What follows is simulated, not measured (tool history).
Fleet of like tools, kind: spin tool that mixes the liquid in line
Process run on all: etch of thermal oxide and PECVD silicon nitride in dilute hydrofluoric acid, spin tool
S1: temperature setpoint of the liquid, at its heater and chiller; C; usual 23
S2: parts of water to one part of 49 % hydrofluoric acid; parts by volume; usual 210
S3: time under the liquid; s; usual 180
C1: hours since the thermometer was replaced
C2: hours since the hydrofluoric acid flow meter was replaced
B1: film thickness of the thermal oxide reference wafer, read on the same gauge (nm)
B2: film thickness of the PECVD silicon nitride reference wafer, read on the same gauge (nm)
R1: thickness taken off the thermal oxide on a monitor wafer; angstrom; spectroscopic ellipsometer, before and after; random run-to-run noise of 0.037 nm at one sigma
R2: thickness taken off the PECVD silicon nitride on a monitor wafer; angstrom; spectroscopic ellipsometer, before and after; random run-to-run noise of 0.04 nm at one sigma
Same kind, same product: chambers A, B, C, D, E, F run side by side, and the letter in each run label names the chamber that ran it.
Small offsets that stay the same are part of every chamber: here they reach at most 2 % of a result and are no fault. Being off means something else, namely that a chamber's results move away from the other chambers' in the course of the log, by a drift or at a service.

{"run": "1E", "hour": 7.4, "S1": 23, "S2": 210, "S3": 180, "C1": 244.9, "C2": 1758.8, "B1": 110.02, "B2": 29.995, "R1": 34.525, "R2": 32.454}
{"run": "2D", "hour": 12.2, "S1": 23, "S2": 210, "S3": 180, "C1": 600.2, "C2": 276.8, "B1": 110.02, "B2": 30.001, "R1": 34.643, "R2": 32.557}
{"run": "3B", "hour": 15.8, "S1": 23, "S2": 210, "S3": 180, "C1": 61.3, "C2": 344.6, "B1": 110.01, "B2": 30, "R1": 34.886, "R2": 33.389}
{"run": "4F", "hour": 22.2, "S1": 23, "S2": 210, "S3": 180, "C1": 1883, "C2": 1664.5, "B1": 110, "B2": 29.997, "R1": 33.699, "R2": 32.832}
{"run": "5C", "hour": 25.7, "S1": 23, "S2": 210, "S3": 180, "C1": 657.9, "C2": 2127.4, "B1": 110, "B2": 29.994, "R1": 34.542, "R2": 32.898}
{"run": "6A", "hour": 32.3, "S1": 23, "S2": 210, "S3": 180, "C1": 2236.6, "C2": 81.3, "B1": 110, "B2": 29.995, "R1": 33.935, "R2": 33.177}
{"run": "7A", "hour": 38.4, "S1": 23, "S2": 210, "S3": 180, "C1": 2242.7, "C2": 87.4, "B1": 110, "B2": 30.001, "R1": 34.621, "R2": 32.686}
{"run": "8D", "hour": 44.3, "S1": 23, "S2": 210, "S3": 180, "C1": 632.3, "C2": 308.9, "B1": 110.01, "B2": 30.015, "R1": 34.308, "R2": 32.92}
{"run": "9E", "hour": 50.4, "S1": 23, "S2": 210, "S3": 180, "C1": 287.9, "C2": 1801.8, "B1": 110, "B2": 29.994, "R1": 34.779, "R2": 32.582}
{"run": "10C", "hour": 57.6, "S1": 23, "S2": 210, "S3": 180, "C1": 689.8, "C2": 2159.3, "B1": 110.01, "B2": 30.015, "R1": 34.467, "R2": 33.494}
{"run": "11B", "hour": 61.0, "S1": 23, "S2": 210, "S3": 180, "C1": 106.5, "C2": 389.8, "B1": 110, "B2": 30.02, "R1": 34.351, "R2": 32.913}
{"run": "12F", "hour": 65.1, "S1": 23, "S2": 210, "S3": 180, "C1": 1925.9, "C2": 1707.4, "B1": 109.98, "B2": 29.974, "R1": 33.598, "R2": 32.259}
{"run": "13C", "hour": 72.4, "S1": 23, "S2": 210, "S3": 180, "C1": 704.6, "C2": 2174.1, "B1": 109.99, "B2": 29.984, "R1": 34.197, "R2": 33.591}
{"run": "14D", "hour": 77.2, "S1": 23, "S2": 210, "S3": 180, "C1": 665.2, "C2": 341.8, "B1": 110, "B2": 29.994, "R1": 33.459, "R2": 33.133}
{"run": "15B", "hour": 81.6, "S1": 23, "S2": 210, "S3": 180, "C1": 127.1, "C2": 410.4, "B1": 109.99, "B2": 29.996, "R1": 34.511, "R2": 32.761}
{"run": "16F", "hour": 88.2, "S1": 23, "S2": 210, "S3": 180, "C1": 1949, "C2": 1730.5, "B1": 110.02, "B2": 30.026, "R1": 34.255, "R2": 33.032}
{"run": "17A", "hour": 93.4, "S1": 23, "S2": 210, "S3": 180, "C1": 2297.7, "C2": 142.4, "B1": 109.98, "B2": 29.987, "R1": 35.116, "R2": 32.88}
{"run": "18E", "hour": 100.5, "S1": 23, "S2": 210, "S3": 180, "C1": 338, "C2": 1851.9, "B1": 109.99, "B2": 29.997, "R1": 34.712, "R2": 32.949}
{"run": "19C", "hour": 104.3, "S1": 23, "S2": 210, "S3": 180, "C1": 736.5, "C2": 2206, "B1": 110.01, "B2": 30.004, "R1": 34.002, "R2": 33.171}
{"run": "20D", "hour": 109.1, "S1": 23, "S2": 210, "S3": 180, "C1": 697.1, "C2": 373.7, "B1": 110.01, "B2": 30.009, "R1": 34.812, "R2": 33.488}
{"hour": 112.6, "done": "chamber C: hydrofluoric acid flow meter replaced"}
{"run": "21B", "hour": 114.5, "S1": 27.5, "S2": 210, "S3": 180, "C1": 160, "C2": 443.3, "B1": 110.03, "B2": 30.013, "R1": 40.535, "R2": 44.472}
{"run": "22E", "hour": 119.3, "S1": 27.5, "S2": 210, "S3": 180, "C1": 356.8, "C2": 1870.7, "B1": 109.99, "B2": 30.004, "R1": 41.156, "R2": 42.908}
{"run": "23A", "hour": 122.8, "S1": 27.5, "S2": 210, "S3": 180, "C1": 2327.1, "C2": 171.8, "B1": 110.01, "B2": 30.009, "R1": 39.634, "R2": 44.26}
{"run": "24F", "hour": 128.6, "S1": 27.5, "S2": 210, "S3": 180, "C1": 1989.4, "C2": 1770.9, "B1": 110.01, "B2": 30.022, "R1": 40.523, "R2": 43.199}
{"run": "25F", "hour": 135.4, "S1": 27.5, "S2": 210, "S3": 180, "C1": 1996.2, "C2": 1777.7, "B1": 110.02, "B2": 30.004, "R1": 40.335, "R2": 42.716}
{"run": "26C", "hour": 143.0, "S1": 27.5, "S2": 210, "S3": 180, "C1": 775.2, "C2": 30.4, "B1": 110, "B2": 30.001, "R1": 40.135, "R2": 43.019}
{"run": "27D", "hour": 149.8, "S1": 25, "S2": 265, "S3": 180, "C1": 737.8, "C2": 414.4, "B1": 110.01, "B2": 30.007, "R1": 28.121, "R2": 29.984}
{"run": "28A", "hour": 156.9, "S1": 25, "S2": 265, "S3": 180, "C1": 2361.2, "C2": 205.9, "B1": 110.01, "B2": 29.996, "R1": 27.174, "R2": 29.351}
{"run": "29E", "hour": 162.7, "S1": 25, "S2": 265, "S3": 180, "C1": 400.2, "C2": 1914.1, "B1": 110.01, "B2": 29.997, "R1": 27.297, "R2": 30.131}
{"run": "30B", "hour": 167.0, "S1": 25, "S2": 265, "S3": 180, "C1": 212.5, "C2": 495.8, "B1": 110.02, "B2": 29.995, "R1": 27.991, "R2": 29.977}
{"run": "31F", "hour": 172.2, "S1": 25, "S2": 265, "S3": 180, "C1": 2033, "C2": 1814.5, "B1": 110, "B2": 30.006, "R1": 27.434, "R2": 29.035}
{"run": "32A", "hour": 178.8, "S1": 25, "S2": 265, "S3": 180, "C1": 2383.1, "C2": 227.8, "B1": 109.99, "B2": 30.006, "R1": 27.993, "R2": 29.741}
{"run": "33E", "hour": 183.8, "S1": 23, "S2": 210, "S3": 180, "C1": 421.3, "C2": 1935.2, "B1": 110.01, "B2": 30.011, "R1": 35.04, "R2": 32.867}
{"hour": 187.3, "done": "chamber B: hydrofluoric acid flow meter replaced"}
{"run": "34C", "hour": 191.2, "S1": 23, "S2": 210, "S3": 180, "C1": 823.4, "C2": 78.6, "B1": 110, "B2": 30.007, "R1": 34.943, "R2": 33.055}
{"run": "35D", "hour": 196.7, "S1": 23, "S2": 210, "S3": 180, "C1": 784.7, "C2": 461.3, "B1": 110.01, "B2": 30.006, "R1": 34.637, "R2": 32.071}
{"hour": 200.9, "done": "chamber E: hydrofluoric acid flow meter replaced"}
{"run": "36B", "hour": 202.8, "S1": 23, "S2": 210, "S3": 215, "C1": 248.3, "C2": 15.5, "B1": 110, "B2": 29.998, "R1": 41.163, "R2": 38.898}
{"run": "37D", "hour": 208.3, "S1": 23, "S2": 210, "S3": 215, "C1": 796.3, "C2": 472.9, "B1": 110, "B2": 30.006, "R1": 41.446, "R2": 39.621}
{"run": "38E", "hour": 216.0, "S1": 23, "S2": 210, "S3": 215, "C1": 453.5, "C2": 15.1, "B1": 110.01, "B2": 30.005, "R1": 41.542, "R2": 38.629}
{"hour": 221.7, "done": "chamber F: thermometer replaced"}
{"run": "39F", "hour": 223.1, "S1": 23, "S2": 210, "S3": 215, "C1": 1.5, "C2": 1865.4, "B1": 110, "B2": 30.014, "R1": 40.831, "R2": 38.731}
{"run": "40A", "hour": 228.5, "S1": 23, "S2": 210, "S3": 215, "C1": 2432.8, "C2": 277.5, "B1": 110.02, "B2": 30.014, "R1": 40.692, "R2": 39.7}

All 6 chambers run these settings next. Forecast each chamber's results:
{"run": "41A", "hour": 234.0, "S1": 23, "S2": 210, "S3": 180, "R1": "?", "R2": "?"}
{"run": "41B", "hour": 234.0, "S1": 23, "S2": 210, "S3": 180, "R1": "?", "R2": "?"}
{"run": "41C", "hour": 234.0, "S1": 23, "S2": 210, "S3": 180, "R1": "?", "R2": "?"}
{"run": "41D", "hour": 234.0, "S1": 23, "S2": 210, "S3": 180, "R1": "?", "R2": "?"}
{"run": "41E", "hour": 234.0, "S1": 23, "S2": 210, "S3": 180, "R1": "?", "R2": "?"}
{"run": "41F", "hour": 234.0, "S1": 23, "S2": 210, "S3": 180, "R1": "?", "R2": "?"}

run=41A R1=34.444 R2=32.354
run=41B R1=34.5 R2=33.484
run=41C R1=34.676 R2=32.756
run=41D R1=34.83 R2=32.591
run=41E R1=34.545 R2=33.474
run=41F R1=34.393 R2=32.713
